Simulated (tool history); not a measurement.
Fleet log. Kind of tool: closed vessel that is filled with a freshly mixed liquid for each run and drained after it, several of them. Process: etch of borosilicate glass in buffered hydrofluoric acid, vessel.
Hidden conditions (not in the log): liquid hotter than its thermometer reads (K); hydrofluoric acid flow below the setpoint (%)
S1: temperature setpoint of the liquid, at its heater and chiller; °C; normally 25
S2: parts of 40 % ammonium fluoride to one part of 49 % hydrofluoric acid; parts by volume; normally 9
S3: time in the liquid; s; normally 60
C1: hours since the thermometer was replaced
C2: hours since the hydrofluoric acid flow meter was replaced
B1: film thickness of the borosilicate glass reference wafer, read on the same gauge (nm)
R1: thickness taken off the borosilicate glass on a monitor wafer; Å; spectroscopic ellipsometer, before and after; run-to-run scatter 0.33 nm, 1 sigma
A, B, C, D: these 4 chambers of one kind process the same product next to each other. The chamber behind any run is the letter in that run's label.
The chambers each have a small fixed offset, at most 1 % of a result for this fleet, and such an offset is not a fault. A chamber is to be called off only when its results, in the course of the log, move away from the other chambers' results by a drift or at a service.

run,hour,S1,S2,S3,C1,C2,B1,R1
1B,5.5,25,9,60,2054.3,45.9,119.99,838.25
2C,9.2,25,9,60,137.1,430.7,119.97,829.98
3A,16.2,25,9,60,214.4,761.1,119.99,836.78
4D,21.3,25,9,60,1705.2,344.8,120.01,838.43
5C,27.5,25,9,60,155.4,449,120.01,828.19
6D,31.3,25,9,60,1715.2,354.8,119.98,835.16
7A,37.7,25,9,60,235.9,782.6,119.99,846.84
8B,44.7,25,9,50,2093.5,85.1,120.02,703.29
9C,49.7,25,9,50,177.6,471.2,120.01,692.22
10D,53,25,9,50,1736.9,376.5,120.01,699.83
11B,59.5,25,9,50,2108.3,99.9,120,704.89
12A,66.1,25,12,60,264.3,811,120,658.75
13A,70.9,25,12,60,269.1,815.8,119.96,659.17
14B,75.9,25,12,60,2124.7,116.3,120.01,653.77
15D,79.8,25,12,60,1763.7,403.3,120.03,653.17
16C,85,25,9,60,212.9,506.5,120,835.98
17B,91.8,25,9,60,2140.6,132.2,120,838.2
18D,97.7,25,9,60,1781.6,421.2,120.01,839.95
19C,102.8,25,7,75,230.7,524.3,120.01,1367.6
20A,107.4,25,7,75,305.6,852.3,120.01,1383.5
21D,110.8,25,7,75,1794.7,434.3,119.93,1393.6
22B,116.8,25,7,75,2165.6,157.2,119.99,1381.4
23C,119.9,25,9,60,247.8,541.4,119.99,836
24A,123.6,27,9,30,321.8,868.5,120.01,468.21
25A,130.4,27,9,30,328.6,875.3,120,469.8
26C,135.6,27,9,30,263.5,557.1,120.03,464.37
27B,139.9,27,9,30,2188.7,180.3,120.01,468.29
28D,147,25,9,60,1830.9,470.5,120.01,837.75
29A,151.1,25,9,60,349.3,896,120.01,843.27
30D,154.7,25,9,60,1838.6,478.2,120,837.98
# hour 156.2: chamber C: hydrofluoric acid flow meter replaced
31C,158.7,25,9,60,286.6,2.5,119.95,839.01
32B,161.9,25,9,60,2210.7,202.3,120,837.4
33B,167.7,25,9,90,2216.5,208.1,119.99,1254.8
34A,173.7,25,9,90,371.9,918.6,120.03,1258.3
35C,178.5,25,9,90,306.4,22.3,120,1250.6
36D,185,25,9,90,1868.9,508.5,120.04,1259.1
37D,188.4,25,9,60,1872.3,511.9,120.05,842.18

All 4 chambers run these settings next. Forecast each chamber's results:
38A,193.5,25,9,75,,,,?
38B,193.5,25,9,75,,,,?
38C,193.5,25,9,75,,,,?
38D,193.5,25,9,75,,,,?

run,R1
38A,1047.8
38B,1046
38C,1044.8
38D,1044.7

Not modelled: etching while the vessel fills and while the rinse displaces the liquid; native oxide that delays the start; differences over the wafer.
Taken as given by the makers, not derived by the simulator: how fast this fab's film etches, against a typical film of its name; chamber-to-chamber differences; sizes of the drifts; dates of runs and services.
